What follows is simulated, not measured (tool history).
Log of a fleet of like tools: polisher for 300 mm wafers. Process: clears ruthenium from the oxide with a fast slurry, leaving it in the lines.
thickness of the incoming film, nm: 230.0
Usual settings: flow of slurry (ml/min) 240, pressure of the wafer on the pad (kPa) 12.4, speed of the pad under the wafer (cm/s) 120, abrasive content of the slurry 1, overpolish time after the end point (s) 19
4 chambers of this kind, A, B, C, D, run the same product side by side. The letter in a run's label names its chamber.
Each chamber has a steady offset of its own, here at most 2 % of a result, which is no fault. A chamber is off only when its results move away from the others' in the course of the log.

run   hour  flow of slurry (ml/min)  pressure of the wafer on the pad (kPa)  speed of the pad under the wafer (cm/s)  abrasive content of the slurry  overpolish time after the end point (s)  wafers polished on this pad  hours since the slurry nozzle was cleaned  hours since the head pressure was calibrated  hours since the slurry blender was calibrated  time until the end point was called (s)  dishing of a wide line in a test structure (nm)
       6.3  -- chamber A: head pressure recalibrated
 1B    6.3                      240                                    12.4                                      120                               1                                       19                          922                                      162.4                                         498.4                                          161.7                                   86.414                                           41.016
       7.6  -- chamber B: slurry blender recalibrated
      11.4  -- chamber A: worn pad replaced by a new one
 2D   13.2                      240                                    12.4                                      120                               1                                       19                          454                                      489.1                                         589.8                                          284.9                                   85.055                                           39.364
 3C   20.6                      240                                    12.4                                      120                               1                                       19                         1045                                      239.0                                         416.2                                          187.0                                   86.345                                           39.207
 4A   26.3                      240                                    12.4                                      120                               1                                       19                          174                                      162.9                                          20.0                                           72.1                                   85.969                                           40.309
 5D   32.7                      240                                    12.4                                      120                               1                                       19                          682                                      508.6                                         609.3                                          304.4                                   85.271                                           39.758
      35.5  -- chamber B: worn pad replaced by a new one
 6C   38.0                      240                                    12.4                                      120                               1                                       19                         1248                                      256.4                                         433.6                                          204.4                                   84.050                                           40.921
      38.9  -- chamber C: worn pad replaced by a new one
 7B   46.7                      170                                    12.4                                      120                               1                                       19                          131                                      202.8                                         538.8                                           39.1                                   90.190                                           38.824
 8A   55.0                      170                                    12.4                                      120                               1                                       19                          510                                      191.6                                          48.7                                          100.8                                   89.483                                           40.234
 9B   64.3                      170                                    12.4                                      120                               1                                       19                          337                                      220.4                                         556.4                                           56.7                                   91.123                                           39.887
      64.9  -- chamber A: worn pad replaced by a new one
10C   71.2                      170                                    12.4                                      120                               1                                       19                          379                                      289.6                                         466.8                                          237.6                                   88.805                                           39.481
11D   77.6                      240                                    12.4                                      120                               1                                       19                         1208                                      553.5                                         654.2                                          349.3                                   86.348                                           39.423
      84.1  -- chamber A: slurry nozzle cleaned
12A   86.7                      240                                    12.4                                      120                               1                                       19                          255                                        2.7                                          80.4                                          132.5                                   85.870                                           39.617
13C   92.4                      240                                    12.4                                      120                               1                                       19                          627                                      310.8                                         488.0                                          258.8                                   84.541                                           39.310
14D   96.9                      240                                    12.4                                      120                               1                                       19                         1434                                      572.8                                         673.5                                          368.6                                   85.824                                           40.638
15A  103.9                      240                                    12.4                                      120                               1                                       19                          457                                       19.9                                          97.6                                          149.7                                   84.188                                           39.899
16B  112.6                      240                                    12.4                                      120                               1                                       19                          903                                      268.7                                         604.7                                          105.0                                   85.173                                           41.538
     114.1  -- chamber D: slurry nozzle cleaned
17D  119.3                      240                                    12.4                                      120                               1                                       19                         1696                                        5.2                                         695.9                                          391.0                                   88.061                                           39.201
     122.1  -- chamber A: worn pad replaced by a new one
18A  128.4                      240                                    12.4                                      120                               1                                       19                           74                                       44.4                                         122.1                                          174.2                                   84.861                                           40.187
     133.7  -- chamber B: worn pad replaced by a new one
19B  135.5                      240                                    12.4                                      120                               1                                       19                           21                                      291.6                                         627.6                                          127.9                                   85.823                                           41.012
20C  145.0                      240                                    12.4                                      120                               1                                       19                         1242                                      363.4                                         540.6                                          311.4                                   84.393                                           40.175
21B  149.4                      240                                    12.4                                      120                               1                                       19                          184                                      305.5                                         641.5                                          141.8                                   86.019                                           40.783
     151.3  -- chamber C: slurry nozzle cleaned
     154.8  -- chamber C: worn pad replaced by a new one
22A  155.7                      240                                    12.4                                      120                               1                                       19                          394                                       71.7                                         149.4                                          201.5                                   85.907                                           38.741
23D  164.1                      240                                    12.4                                      120                               1                                       19                         2220                                       50.0                                         740.7                                          435.8                                   90.356                                           37.283
24C  170.8                      240                                    12.4                                      120                               1                                       19                          187                                       19.5                                         566.4                                          337.2                                   83.914                                           39.252
     173.6  -- chamber A: slurry blender recalibrated
25A  175.2                      240                                    12.4                                      120                               1                                       19                          622                                       91.2                                         168.9                                            1.6                                   85.545                                           38.655
     176.9  -- chamber B: slurry blender recalibrated
     182.4  -- chamber A: worn pad replaced by a new one
26B  182.5                      240                                    12.4                                      120                               1                                       19                          571                                      338.6                                         674.6                                            5.6                                   86.057                                           40.326
27C  187.6                      240                                    12.4                                      120                               1                                       19                          384                                       36.3                                         583.2                                          354.0                                   84.018                                           40.126
28D  192.5                      240                                    12.4                                      120                               1                                       19                         2553                                       78.4                                         769.1                                          464.2                                   90.868                                           38.052
29B  199.9                      240                                    12.4                                      120                               1                                       19                          775                                      356.0                                         692.0                                           23.0                                   87.138                                           41.450
     202.1  -- chamber D: slurry blender recalibrated
30C  206.8                      240                                    12.4                                      120                               1                                       19                          608                                       55.5                                         602.4                                          373.2                                   85.696                                           42.440
31A  213.2                      240                                    12.4                                      120                               1                                       19                          361                                      129.2                                         206.9                                           39.6                                   86.170                                           40.734
32D  222.3                      240                                    12.4                                      120                               1                                       19                         2901                                      108.2                                         798.9                                           20.2                                   94.223                                           37.335
     228.1  -- chamber B: worn pad replaced by a new one
33B  228.4                      240                                    12.4                                      120                               1                                       19                            4                                      384.5                                         720.5                                           51.5                                   85.651                                           40.142

What goes on in this fleet: one chamber off, a drifting gauge, or nothing beyond the chambers' own small offsets? Name the chamber and the cause, if any.

Chamber D drifts away from the others.
Cause: removal rate lost through wear of the pad, % = 9.25.
The log may not tell that from: head's pressure below its setpoint, %.

Here are 4 candidates for chamber D's next run, each the usual settings with a change, their results left as question marks. Which one brings its results back in line with what the others give on the usual settings?
In line means no further than this from the other chambers' mean on the usual settings: time until the end point was called (s) 2.700; dishing of a wide line in a test structure (nm) 2.700
34D-1  235.4                      240                                    11.7                                      110                            0.95                                       19                                                                                                                                                                                                             ?                                                ?
34D-2  235.4                      240                                    11.7                                      114                            1.00                                       19                                                                                                                                                                                                             ?                                                ?
34D-3  235.4                      240                                    13.1                                      126                            1.00                                       19                                                                                                                                                                                                             ?                                                ?
34D-4  235.4                      240                                    13.1                                      130                            1.05                                       19                                                                                                                                                                                                             ?                                                ?

The other chambers' mean on the usual settings: time until the end point was called (s) 85.392; dishing of a wide line in a test structure (nm) 40.402
  run  time until the end point was called (s)  dishing of a wide line in a test structure (nm)
34D-1                                  111.400                                           31.774
34D-2                                  105.100                                           33.475
34D-3                                   85.053                                           40.335
34D-4                                   80.725                                           42.199
34D-3 brings the chamber back in line.
